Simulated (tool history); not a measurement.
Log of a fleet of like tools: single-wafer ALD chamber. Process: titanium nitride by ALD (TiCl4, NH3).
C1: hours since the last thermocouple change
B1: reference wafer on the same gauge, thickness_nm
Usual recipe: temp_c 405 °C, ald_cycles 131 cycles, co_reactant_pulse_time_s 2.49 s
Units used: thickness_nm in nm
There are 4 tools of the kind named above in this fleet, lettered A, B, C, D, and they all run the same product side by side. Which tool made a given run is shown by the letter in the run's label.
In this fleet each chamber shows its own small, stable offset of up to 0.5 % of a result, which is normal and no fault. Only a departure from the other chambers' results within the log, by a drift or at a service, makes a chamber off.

Run 1C, day 0.125: usual settings; C1 2810.5; B1 2.7084. Result: thickness_nm 2.9244 nm.
Run 2B, day 0.254: usual settings; C1 1940.3; B1 2.7076. Result: thickness_nm 2.8985 nm.
Run 3A, day 0.379: usual settings; C1 641.5; B1 2.7106. Result: thickness_nm 2.93 nm.
Run 4D, day 0.562: usual settings; C1 672.7; B1 2.7129. Result: thickness_nm 2.9109 nm.
Run 5D, day 0.775: usual settings but co_reactant_pulse_time_s 3.3 s; C1 677.8; B1 2.7082. Result: thickness_nm 2.9648 nm.
Run 6C, day 0.883: usual settings but co_reactant_pulse_time_s 3.3 s; C1 2828.7; B1 2.712. Result: thickness_nm 2.9515 nm.
Run 7A, day 1.088: usual settings but co_reactant_pulse_time_s 3.3 s; C1 658.5; B1 2.7073. Result: thickness_nm 2.9355 nm.
Run 8B, day 1.204: usual settings but co_reactant_pulse_time_s 3.3 s; C1 1963.1; B1 2.7086. Result: thickness_nm 2.9603 nm.
Run 9D, day 1.312: usual settings but ald_cycles 150 cycles, co_reactant_pulse_time_s 2.82 s; C1 690.7; B1 2.7121. Result: thickness_nm 3.3714 nm.
Run 10A, day 1.488: usual settings but ald_cycles 150 cycles, co_reactant_pulse_time_s 2.82 s; C1 668.1; B1 2.7062. Result: thickness_nm 3.3745 nm.
Run 11C, day 1.688: usual settings but ald_cycles 150 cycles, co_reactant_pulse_time_s 2.82 s; C1 2848; B1 2.7136. Result: thickness_nm 3.3819 nm.
Run 12B, day 1.85: usual settings but ald_cycles 150 cycles, co_reactant_pulse_time_s 2.82 s; C1 1978.6; B1 2.7081. Result: thickness_nm 3.3823 nm.
Run 13B, day 1.996: usual settings; C1 1982.1; B1 2.7156. Result: thickness_nm 2.9163 nm.
Run 14C, day 2.1: usual settings; C1 2857.9; B1 2.7111. Result: thickness_nm 2.8814 nm.
Run 15A, day 2.238: usual settings; C1 686.1; B1 2.7123. Result: thickness_nm 2.9108 nm.
Run 16D, day 2.412: usual settings; C1 717.1; B1 2.7141. Result: thickness_nm 2.9245 nm.
Run 17D, day 2.571: usual settings; C1 720.9; B1 2.7038. Result: thickness_nm 2.9405 nm.
Run 18B, day 2.683: usual settings but co_reactant_pulse_time_s 2.02 s; C1 1998.6; B1 2.7141. Result: thickness_nm 2.9131 nm.
Run 19A, day 2.842: usual settings but co_reactant_pulse_time_s 2.02 s; C1 700.6; B1 2.7105. Result: thickness_nm 2.8471 nm.
Run 20C, day 2.962: usual settings but co_reactant_pulse_time_s 2.02 s; C1 2878.6; B1 2.7106. Result: thickness_nm 2.8787 nm.
At day 3.108: chamber C: thermocouple changed; heater temperature recalibrated.
Run 21D, day 3.125: usual settings but co_reactant_pulse_time_s 2.02 s; C1 734.2; B1 2.7084. Result: thickness_nm 2.8821 nm.
Run 22C, day 3.275: usual settings; C1 4.1; B1 2.7095. Result: thickness_nm 2.9096 nm.
Run 23B, day 3.388: usual settings; C1 2015.5; B1 2.709. Result: thickness_nm 2.9162 nm.
Run 24A, day 3.562: usual settings but temp_c 410 °C; C1 717.9; B1 2.7121. Result: thickness_nm 2.895 nm.
Run 25D, day 3.675: usual settings but temp_c 410 °C; C1 747.4; B1 2.712. Result: thickness_nm 2.9079 nm.
Run 26B, day 3.838: usual settings but temp_c 410 °C; C1 2026.3; B1 2.7089. Result: thickness_nm 2.9534 nm.
Run 27A, day 3.975: usual settings but temp_c 410 °C; C1 727.8; B1 2.7103. Result: thickness_nm 2.9226 nm.
Run 28C, day 4.117: usual settings; C1 24.3; B1 2.708. Result: thickness_nm 2.8982 nm.
Run 29A, day 4.304: usual settings; C1 735.7; B1 2.711. Result: thickness_nm 2.8863 nm.
Run 30B, day 4.458: usual settings but co_reactant_pulse_time_s 3.46 s; C1 2041.2; B1 2.7068. Result: thickness_nm 2.9545 nm.
Run 31D, day 4.65: usual settings but co_reactant_pulse_time_s 3.46 s; C1 770.8; B1 2.7118. Result: thickness_nm 2.9434 nm.
Run 32C, day 4.796: usual settings but co_reactant_pulse_time_s 3.46 s; C1 40.6; B1 2.7132. Result: thickness_nm 2.9521 nm.
Run 33C, day 4.946: usual settings but co_reactant_pulse_time_s 3.46 s; C1 44.2; B1 2.7057. Result: thickness_nm 2.9446 nm.
Run 34A, day 5.129: usual settings; C1 755.5; B1 2.7096. Result: thickness_nm 2.9281 nm.
Run 35B, day 5.304: usual settings; C1 2061.5; B1 2.7111. Result: thickness_nm 2.9287 nm.

Next, every chamber runs the same settings. What will each give?
Run 36A, day 5.458: usual settings. Result: thickness_nm ?.
Run 36B, day 5.458: usual settings. Result: thickness_nm ?.
Run 36C, day 5.458: usual settings. Result: thickness_nm ?.
Run 36D, day 5.458: usual settings. Result: thickness_nm ?.

run  thickness_nm
36A         2.918
36B         2.958
36C        2.8912
36D        2.9144

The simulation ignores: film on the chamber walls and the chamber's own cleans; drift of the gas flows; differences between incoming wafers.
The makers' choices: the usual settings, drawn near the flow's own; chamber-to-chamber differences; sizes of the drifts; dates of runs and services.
